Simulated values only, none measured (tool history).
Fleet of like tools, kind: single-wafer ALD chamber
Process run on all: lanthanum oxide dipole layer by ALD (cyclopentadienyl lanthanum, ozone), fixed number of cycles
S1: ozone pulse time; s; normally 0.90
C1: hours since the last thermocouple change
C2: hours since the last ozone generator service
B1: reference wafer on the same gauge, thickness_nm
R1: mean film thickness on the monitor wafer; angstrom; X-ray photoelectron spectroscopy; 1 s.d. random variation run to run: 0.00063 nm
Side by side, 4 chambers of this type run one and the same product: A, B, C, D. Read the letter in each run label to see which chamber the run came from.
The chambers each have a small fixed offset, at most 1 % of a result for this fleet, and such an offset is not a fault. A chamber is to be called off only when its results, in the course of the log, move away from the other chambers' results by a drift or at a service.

run	hour	S1	C1	C2	B1	R1
1B	8.9	0.90	1058.0	263.9	0.39979	4.8225
2C	19.0	0.90	1736.5	207.7	0.39983	4.7931
3A	25.0	0.90	141.1	595.3	0.39976	4.8465
# hour 25.4: chamber A: ozone generator serviced
4D	37.5	0.90	306.8	286.3	0.39986	4.8473
5A	46.1	0.90	162.2	20.8	0.39964	4.8551
6D	53.3	0.90	322.6	302.1	0.39959	4.8639
7C	61.1	0.90	1778.6	249.8	0.39967	4.7797
8B	71.2	0.90	1120.3	326.2	0.39945	4.8127
9D	77.3	0.90	346.6	326.1	0.39944	4.8575
10A	86.6	0.90	202.7	61.3	0.39950	4.8545
11C	92.1	0.90	1809.6	280.8	0.39933	4.7728
12B	97.7	1.13	1146.8	352.7	0.39936	5.1530
# hour 104.0: chamber B: thermocouple changed; heater temperature recalibrated
13A	105.7	1.13	221.8	80.4	0.39932	5.2266
14B	115.1	1.13	11.1	370.1	0.39929	5.1479
15D	123.0	1.13	392.3	371.8	0.39919	5.2025
16C	130.1	0.90	1847.6	318.8	0.39913	4.7818
17D	136.3	0.78	405.6	385.1	0.39910	4.5913
18B	142.4	0.78	38.4	397.4	0.39902	4.5709
19A	150.1	0.78	266.2	124.8	0.39882	4.5790
20C	161.7	0.78	1879.2	350.4	0.39896	4.5082
21C	171.4	0.90	1888.9	360.1	0.39893	4.7709
22B	182.1	0.90	78.1	437.1	0.39883	4.7934
23A	191.8	0.90	307.9	166.5	0.39875	4.8562
24D	204.3	0.90	473.6	453.1	0.39864	4.8438
25D	213.1	0.90	482.4	461.9	0.39852	4.8393
26B	221.8	0.90	117.8	476.8	0.39865	4.8054
27A	229.1	0.90	345.2	203.8	0.39858	4.8374
28C	237.7	0.90	1955.2	426.4	0.39843	4.7639
29A	247.9	0.90	364.0	222.6	0.39842	4.8339
30B	260.2	0.90	156.2	515.2	0.39827	4.7975
31C	268.3	0.90	1985.8	457.0	0.39828	4.7636
32D	274.5	1.21	543.8	523.3	0.39826	5.2800
33C	283.2	1.21	2000.7	471.9	0.39828	5.2265
# hour 287.8: chamber D: ozone generator serviced
34B	293.0	1.21	189.0	548.0	0.39820	5.2332
35D	302.8	1.21	572.1	15.0	0.39800	5.2875
36A	314.5	0.90	430.6	289.2	0.39803	4.8244
37D	322.5	0.90	591.8	34.7	0.39802	4.8375

What goes on in this fleet: one chamber off, a drifting gauge, or nothing beyond the chambers' own small offsets? Name the chamber and the cause, if any.

No chamber is off; the gauge reading every chamber's wafers drifts, which makes the whole fleet appear to move together.
Most likely cause: gauge reads low (%) = 0.533.
